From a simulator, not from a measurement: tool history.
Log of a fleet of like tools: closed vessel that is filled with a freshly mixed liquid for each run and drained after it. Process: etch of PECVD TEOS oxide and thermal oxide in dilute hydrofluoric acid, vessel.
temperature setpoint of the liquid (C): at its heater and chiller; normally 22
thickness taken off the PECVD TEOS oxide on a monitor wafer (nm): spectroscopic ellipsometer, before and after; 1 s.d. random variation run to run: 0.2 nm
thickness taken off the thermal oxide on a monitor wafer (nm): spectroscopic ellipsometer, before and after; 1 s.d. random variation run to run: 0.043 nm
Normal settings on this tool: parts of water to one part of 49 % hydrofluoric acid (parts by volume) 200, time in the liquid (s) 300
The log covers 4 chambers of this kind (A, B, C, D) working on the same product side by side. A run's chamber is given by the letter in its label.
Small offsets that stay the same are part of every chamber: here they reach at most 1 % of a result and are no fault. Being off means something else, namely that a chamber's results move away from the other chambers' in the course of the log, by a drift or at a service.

run   hour  temperature setpoint of the liquid (C)  parts of water to one part of 49 % hydrofluoric acid (parts by volume)  time in the liquid (s)  hours since the thermometer was replaced  hours since the hydrofluoric acid flow meter was replaced  read-back film thickness of the PECVD TEOS oxide reference wafer, read on the same gauge (nm)  read-back film thickness of the thermal oxide reference wafer, read on the same gauge (nm)  thickness taken off the PECVD TEOS oxide on a monitor wafer (nm)  thickness taken off the thermal oxide on a monitor wafer (nm)
 1A    9.2                                      22                                                                     200                     300                                     335.9                                                       95.2                                                                                             70                                                                                       30.02                                                            31.471                                                         5.5056
 2B   22.8                                      22                                                                     200                     300                                     581.1                                                      373.4                                                                                         69.986                                                                                      30.006                                                             31.16                                                          5.513
 3C   32.5                                      22                                                                     200                     300                                    1837.1                                                     1433.6                                                                                         70.023                                                                                      29.998                                                            31.619                                                         5.5919
 4D   45.7                                      22                                                                     200                     300                                    1065.9                                                      733.1                                                                                         70.009                                                                                      30.023                                                            30.923                                                         5.5793
 5B   55.7                                      22                                                                     200                     300                                       614                                                      406.3                                                                                         70.001                                                                                      30.038                                                            31.498                                                         5.6678
 6D   64.5                                      22                                                                     200                     300                                    1084.7                                                      751.9                                                                                          69.99                                                                                      29.984                                                            30.874                                                         5.3971
 7A   71.6                                      22                                                                     250                     450                                     398.3                                                      157.6                                                                                         69.983                                                                                      30.004                                                             35.56                                                         6.2929
 8C   78.6                                      22                                                                     250                     450                                    1883.2                                                     1479.7                                                                                         69.989                                                                                      30.003                                                            35.547                                                         6.3928
 9B   88.2                                      22                                                                     250                     450                                     646.5                                                      438.8                                                                                         69.995                                                                                      30.006                                                            36.111                                                         6.3906
10A  101.1                                      22                                                                     250                     450                                     427.8                                                      187.1                                                                                         69.999                                                                                      30.038                                                            35.021                                                         6.3003
11D  115.6                                      22                                                                     200                     300                                    1135.8                                                        803                                                                                         69.987                                                                                      29.976                                                            30.773                                                         5.5206
12C  127.6                                      22                                                                     200                     300                                    1932.2                                                     1528.7                                                                                         69.994                                                                                      29.997                                                            31.206                                                         5.5543
13B  138.5                                      22                                                                     200                     300                                     696.8                                                      489.1                                                                                         69.995                                                                                       29.96                                                             31.94                                                         5.6914
14D  146.9                                      22                                                                     200                     300                                    1167.1                                                      834.3                                                                                         70.012                                                                                      30.001                                                            30.862                                                         5.5222
15C  158.3                                    19.5                                                                     200                     300                                    1962.9                                                     1559.4                                                                                         69.993                                                                                      29.979                                                            28.264                                                         5.0707
16A  172.5                                    19.5                                                                     200                     300                                     499.2                                                      258.5                                                                                         70.003                                                                                      29.999                                                            28.419                                                         4.9994
     180.3  -- chamber C: hydrofluoric acid flow meter replaced
17A    181                                    19.5                                                                     200                     300                                     507.7                                                        267                                                                                         69.997                                                                                      29.992                                                            28.532                                                         5.0131
18C  190.9                                    19.5                                                                     200                     300                                    1995.5                                                       10.7                                                                                         69.992                                                                                      29.974                                                            28.135                                                         5.0206
19D    202                                      22                                                                     200                     300                                    1222.2                                                      889.4                                                                                         70.009                                                                                      29.975                                                            31.044                                                         5.4923
20B  209.1                                      22                                                                     200                     300                                     767.4                                                      559.7                                                                                         70.005                                                                                      30.019                                                            32.388                                                         5.8039
21C  215.9                                      22                                                                     200                     300                                    2020.5                                                       35.7                                                                                         69.981                                                                                      29.962                                                            31.398                                                         5.6177
22D  227.2                                      22                                                                     200                     300                                    1247.4                                                      914.6                                                                                         69.991                                                                                      29.956                                                            31.188                                                         5.4945
23A  234.9                                      22                                                                     200                     300                                     561.6                                                      320.9                                                                                         69.985                                                                                      29.994                                                            30.811                                                         5.5795
24B  246.2                                      22                                                                     200                     300                                     804.5                                                      596.8                                                                                         70.019                                                                                      29.984                                                            32.913                                                         5.9245
25D    260                                      22                                                                     200                     300                                    1280.2                                                      947.4                                                                                         70.012                                                                                      29.997                                                            30.597                                                         5.5182
26C  273.6                                      22                                                                     200                     300                                    2078.2                                                       93.4                                                                                             70                                                                                      29.995                                                            31.097                                                         5.6475
27B  288.4                                      22                                                                     200                     300                                     846.7                                                        639                                                                                         70.005                                                                                      30.025                                                            33.326                                                         5.9542
28A  297.1                                      22                                                                     200                     300                                     623.8                                                      383.1                                                                                         69.998                                                                                      30.019                                                             31.02                                                         5.5138
29C  310.3                                      22                                                                     200                     300                                    2114.9                                                      130.1                                                                                         70.003                                                                                          30                                                            31.326                                                         5.5106
30B  324.8                                      22                                                                     200                     300                                     883.1                                                      675.4                                                                                         70.005                                                                                       30.01                                                            33.507                                                         6.0419

One chamber off, gauge drift, or nothing amiss beyond the chambers' own small offsets? If it is a chamber, which one, and what is the likeliest cause?

It is chamber B that slowly wanders off from its peers.
Likeliest cause: liquid hotter than its thermometer reads (K) = 2.09.
With only this log, it may be confused with: hydrofluoric acid flow above the setpoint (%).

Below are 4 candidate recipes for chamber B's next run, each the usual settings with a change, their results shown as question marks. Which of them brings B's results back in line with what the other chambers give on the usual settings?
Allowed miss from the other chambers' usual-settings mean, per result, to count as in line: thickness taken off the PECVD TEOS oxide on a monitor wafer (nm) 0.7; thickness taken off the thermal oxide on a monitor wafer (nm) 0.15
31B-1  335.7                                      22                                                                     185                     325                                                                                                                                                                                                                                                                                                                                                                 ?                                                              ?
31B-2  335.7                                      22                                                                     215                     275                                                                                                                                                                                                                                                                                                                                                                 ?                                                              ?
31B-3  335.7                                      22                                                                     205                     285                                                                                                                                                                                                                                                                                                                                                                 ?                                                              ?
31B-4  335.7                                      22                                                                     195                     315                                                                                                                                                                                                                                                                                                                                                                 ?                                                              ?

Average result of the remaining chambers running the usual settings: thickness taken off the PECVD TEOS oxide on a monitor wafer (nm) 30.992; thickness taken off the thermal oxide on a monitor wafer (nm) 5.531
  run  thickness taken off the PECVD TEOS oxide on a monitor wafer (nm)  thickness taken off the thermal oxide on a monitor wafer (nm)
31B-1                                                            40.318                                                         7.1669
31B-2                                                            28.405                                                         5.0494
31B-3                                                            31.211                                                         5.5481
31B-4                                                            36.664                                                         6.5173
It is 31B-3 that realigns the chamber with its peers.

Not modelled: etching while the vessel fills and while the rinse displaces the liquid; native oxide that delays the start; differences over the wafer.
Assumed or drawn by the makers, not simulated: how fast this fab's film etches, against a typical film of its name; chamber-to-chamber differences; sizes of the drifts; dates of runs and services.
